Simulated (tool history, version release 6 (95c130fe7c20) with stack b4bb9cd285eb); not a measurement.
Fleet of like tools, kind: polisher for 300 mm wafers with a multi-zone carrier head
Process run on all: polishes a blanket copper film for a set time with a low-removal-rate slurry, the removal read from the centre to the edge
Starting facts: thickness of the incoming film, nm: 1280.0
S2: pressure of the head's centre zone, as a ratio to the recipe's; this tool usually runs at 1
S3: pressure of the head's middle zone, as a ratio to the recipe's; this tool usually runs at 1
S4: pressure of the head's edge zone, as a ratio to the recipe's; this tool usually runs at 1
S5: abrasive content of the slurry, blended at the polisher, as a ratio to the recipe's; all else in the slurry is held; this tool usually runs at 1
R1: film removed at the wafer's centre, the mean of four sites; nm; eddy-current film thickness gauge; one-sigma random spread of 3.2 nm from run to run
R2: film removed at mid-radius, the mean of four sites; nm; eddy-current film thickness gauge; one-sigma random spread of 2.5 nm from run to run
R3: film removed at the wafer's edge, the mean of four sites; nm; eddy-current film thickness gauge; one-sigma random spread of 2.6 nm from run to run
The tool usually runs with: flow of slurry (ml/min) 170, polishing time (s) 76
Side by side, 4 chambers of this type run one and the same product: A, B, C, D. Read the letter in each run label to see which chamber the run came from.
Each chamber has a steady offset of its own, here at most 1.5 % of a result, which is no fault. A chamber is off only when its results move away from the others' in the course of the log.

run 1A hour=5.9 | flow_of_slurry_(ml/min)=170 S2=1 S3=1 S4=1 S5=1 polishing_time_(s)=76 | R1=237.64 R2=244.06 R3=240.99
run 2D hour=9.9 | flow_of_slurry_(ml/min)=170 S2=1 S3=1 S4=1 S5=1 polishing_time_(s)=76 | R1=237.35 R2=242.89 R3=238.53
run 3B hour=14.2 | flow_of_slurry_(ml/min)=170 S2=1 S3=1 S4=1 S5=1 polishing_time_(s)=76 | R1=240.21 R2=238.11 R3=240.1
-- hour=16.8 chamber B: worn pad replaced by a new one
run 4C hour=19.8 | flow_of_slurry_(ml/min)=170 S2=1 S3=1 S4=1 S5=1 polishing_time_(s)=76 | R1=244.97 R2=243.12 R3=241.32
run 5C hour=23.9 | flow_of_slurry_(ml/min)=170 S2=1 S3=1 S4=1 S5=1 polishing_time_(s)=76 | R1=241.51 R2=244.19 R3=244.73
run 6D hour=27.5 | flow_of_slurry_(ml/min)=170 S2=1 S3=1 S4=1 S5=1 polishing_time_(s)=76 | R1=242.63 R2=245.87 R3=239.65
run 7A hour=31 | flow_of_slurry_(ml/min)=170 S2=1 S3=1 S4=1 S5=1 polishing_time_(s)=76 | R1=232.57 R2=241.22 R3=239.77
run 8B hour=34.6 | flow_of_slurry_(ml/min)=170 S2=1 S3=1 S4=1 S5=1 polishing_time_(s)=53 | R1=169.54 R2=167.21 R3=165.95
run 9D hour=37.7 | flow_of_slurry_(ml/min)=170 S2=1 S3=1 S4=1 S5=1 polishing_time_(s)=53 | R1=166.53 R2=169.73 R3=166.26
run 10C hour=41.3 | flow_of_slurry_(ml/min)=170 S2=1 S3=1 S4=1 S5=1 polishing_time_(s)=53 | R1=168.39 R2=169.53 R3=167.73
run 11A hour=45.7 | flow_of_slurry_(ml/min)=170 S2=1 S3=1 S4=1 S5=1 polishing_time_(s)=53 | R1=164.05 R2=163.93 R3=161.72
run 12B hour=48.7 | flow_of_slurry_(ml/min)=170 S2=1 S3=1 S4=1 S5=1 polishing_time_(s)=76 | R1=246.8 R2=241.07 R3=240.3
run 13C hour=52.8 | flow_of_slurry_(ml/min)=170 S2=1 S3=0.95 S4=1 S5=1 polishing_time_(s)=65 | R1=202.28 R2=190.11 R3=205.4
run 14B hour=58 | flow_of_slurry_(ml/min)=170 S2=1 S3=0.95 S4=1 S5=1 polishing_time_(s)=65 | R1=203.52 R2=194.08 R3=207.5
run 15A hour=60.7 | flow_of_slurry_(ml/min)=170 S2=1 S3=0.95 S4=1 S5=1 polishing_time_(s)=65 | R1=198.94 R2=187.53 R3=200.04
run 16D hour=63.7 | flow_of_slurry_(ml/min)=170 S2=1 S3=0.95 S4=1 S5=1 polishing_time_(s)=65 | R1=205.01 R2=200.05 R3=206.91
-- hour=64.9 chamber B: centre zone pressure recalibrated
-- hour=67.5 chamber D: slurry nozzle cleaned
run 17B hour=67.9 | flow_of_slurry_(ml/min)=170 S2=1 S3=1 S4=1 S5=1.25 polishing_time_(s)=76 | R1=254.22 R2=254.64 R3=250.94
-- hour=68.9 chamber C: worn pad replaced by a new one
-- hour=72.4 chamber A: worn pad replaced by a new one
run 18A hour=72.8 | flow_of_slurry_(ml/min)=170 S2=1 S3=1 S4=1 S5=1.25 polishing_time_(s)=76 | R1=240.45 R2=240.07 R3=241.37
run 19C hour=75.3 | flow_of_slurry_(ml/min)=170 S2=1 S3=1 S4=1 S5=1.25 polishing_time_(s)=76 | R1=253.35 R2=255.64 R3=251.31
run 20D hour=78.1 | flow_of_slurry_(ml/min)=170 S2=1 S3=1 S4=1 S5=1.25 polishing_time_(s)=76 | R1=251.37 R2=253.92 R3=256.78
run 21B hour=80.8 | flow_of_slurry_(ml/min)=170 S2=1 S3=1 S4=1 S5=1 polishing_time_(s)=76 | R1=238.59 R2=245.55 R3=245.55
-- hour=82.1 chamber D: worn pad replaced by a new one
run 22C hour=83.6 | flow_of_slurry_(ml/min)=170 S2=1 S3=1 S4=1 S5=1 polishing_time_(s)=76 | R1=240.55 R2=236.97 R3=241.1
run 23A hour=88.9 | flow_of_slurry_(ml/min)=170 S2=1 S3=1 S4=1 S5=1 polishing_time_(s)=76 | R1=223.47 R2=229.09 R3=228.12
-- hour=94.1 chamber B: worn pad replaced by a new one
run 24D hour=94.1 | flow_of_slurry_(ml/min)=170 S2=1 S3=1 S4=1 S5=1 polishing_time_(s)=76 | R1=241.02 R2=243.35 R3=240.52
run 25D hour=99.1 | flow_of_slurry_(ml/min)=170 S2=1 S3=1 S4=1 S5=1 polishing_time_(s)=76 | R1=245.24 R2=243.44 R3=237.89
run 26A hour=102.9 | flow_of_slurry_(ml/min)=170 S2=1 S3=1 S4=1 S5=1 polishing_time_(s)=76 | R1=221.11 R2=226.82 R3=225.97
run 27B hour=107.3 | flow_of_slurry_(ml/min)=170 S2=1 S3=0.92 S4=1 S5=1 polishing_time_(s)=76 | R1=240.62 R2=225.57 R3=239.94
run 28C hour=110.9 | flow_of_slurry_(ml/min)=170 S2=1 S3=0.92 S4=1 S5=1 polishing_time_(s)=76 | R1=242.91 R2=221.03 R3=243.35
run 29A hour=114.6 | flow_of_slurry_(ml/min)=170 S2=1 S3=0.92 S4=1 S5=1 polishing_time_(s)=76 | R1=216.02 R2=199.18 R3=223.67

Each of the 4 chambers runs these same settings next. Fill in every chamber's results:
run 30A hour=118.9 | flow_of_slurry_(ml/min)=120 S2=1 S3=1 S4=1 S5=1 polishing_time_(s)=76 | R1=? R2=? R3=?
run 30B hour=118.9 | flow_of_slurry_(ml/min)=120 S2=1 S3=1 S4=1 S5=1 polishing_time_(s)=76 | R1=? R2=? R3=?
run 30C hour=118.9 | flow_of_slurry_(ml/min)=120 S2=1 S3=1 S4=1 S5=1 polishing_time_(s)=76 | R1=? R2=? R3=?
run 30D hour=118.9 | flow_of_slurry_(ml/min)=120 S2=1 S3=1 S4=1 S5=1 polishing_time_(s)=76 | R1=? R2=? R3=?

run=30A R1=190.82 R2=195.33 R3=211.78
run=30B R1=220.29 R2=226.82 R3=231.35
run=30C R1=221.95 R2=223.88 R3=232.8
run=30D R1=224.77 R2=222.42 R3=227.11
